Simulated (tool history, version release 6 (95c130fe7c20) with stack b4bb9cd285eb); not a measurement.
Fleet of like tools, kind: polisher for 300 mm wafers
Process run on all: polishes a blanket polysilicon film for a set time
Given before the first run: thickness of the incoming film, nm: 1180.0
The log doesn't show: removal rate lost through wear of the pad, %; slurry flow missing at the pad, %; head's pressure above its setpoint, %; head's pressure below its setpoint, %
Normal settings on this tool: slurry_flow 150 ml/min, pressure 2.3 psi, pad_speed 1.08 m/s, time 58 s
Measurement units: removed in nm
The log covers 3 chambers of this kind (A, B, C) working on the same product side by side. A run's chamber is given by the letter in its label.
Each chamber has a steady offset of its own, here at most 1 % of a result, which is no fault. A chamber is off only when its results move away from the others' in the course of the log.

run	hour	slurry_flow	pressure	pad_speed	time	wafers polished on this pad	hours since the slurry nozzle was cleaned	hours since the head pressure was calibrated	removed
1A	14.9	150	2.3	1.08	58	1251	94.2	439.8	425.09
# hour 17.3: chamber A: worn pad replaced by a new one
# hour 18.9: chamber C: worn pad replaced by a new one
2B	30.0	150	2.3	1.08	58	344	31.4	910.1	420.95
3C	39.2	150	2.3	1.08	58	154	141.9	193.3	430.75
4C	55.0	150	2.3	1.08	58	274	157.7	209.1	421.90
5B	66.9	150	2.3	1.08	58	624	68.3	947.0	418.05
6A	76.3	150	2.3	1.08	58	447	155.6	501.2	411.15
7A	88.5	150	2.3	1.08	58	540	167.8	513.4	420.98
# hour 101.0: chamber B: head pressure recalibrated
8C	101.4	150	2.3	1.08	58	625	204.1	255.5	425.02
# hour 103.5: chamber B: worn pad replaced by a new one
9B	112.5	150	2.3	1.08	58	68	113.9	11.6	383.53
# hour 124.3: chamber A: head pressure recalibrated
10B	125.3	150	2.3	1.08	58	165	126.7	24.4	380.82
11A	136.3	150	2.3	1.08	58	902	215.6	12.0	421.37
12C	151.3	150	2.3	1.08	58	1003	254.0	305.4	420.79
13C	158.7	150	2.3	1.08	58	1059	261.4	312.8	426.20
14B	170.2	150	2.3	1.08	58	505	171.6	69.3	380.50
15A	178.8	150	2.3	1.08	58	1223	258.1	54.5	416.00
16A	185.9	150	2.3	1.08	58	1277	265.2	61.6	414.37
17C	199.6	150	2.3	1.08	58	1369	302.3	353.7	418.60
# hour 202.1: chamber C: worn pad replaced by a new one
18B	215.6	185	2.3	1.08	50	849	217.0	114.7	332.91
# hour 222.2: chamber A: worn pad replaced by a new one
# hour 225.8: chamber B: worn pad replaced by a new one
19C	231.3	185	2.3	1.08	50	221	334.0	385.4	381.93
20A	241.9	185	2.3	1.08	50	149	321.2	117.6	374.09
# hour 253.3: chamber B: slurry nozzle cleaned
21B	253.7	150	2.3	1.08	58	212	0.5	152.8	373.06
22B	265.5	150	2.3	1.08	58	301	12.3	164.6	382.25
23C	280.4	150	2.3	1.08	58	593	383.1	434.5	423.68
24A	291.7	150	2.3	1.08	58	526	371.0	167.4	417.84
25A	303.1	150	2.3	1.08	58	613	382.4	178.8	420.61
26B	318.0	150	2.3	1.08	58	699	64.8	217.1	375.83
27C	326.7	150	2.3	1.08	58	944	429.4	480.8	421.10
28C	335.7	150	2.3	1.08	58	1012	438.4	489.8	418.12

Predict what each chamber gives when all 3 of them run the settings below next.
29A	347.3	150	2.7	1.08	58				?
29B	347.3	150	2.7	1.08	58				?
29C	347.3	150	2.7	1.08	58				?

run	removed
29A	484.85
29B	443.25
29C	490.25
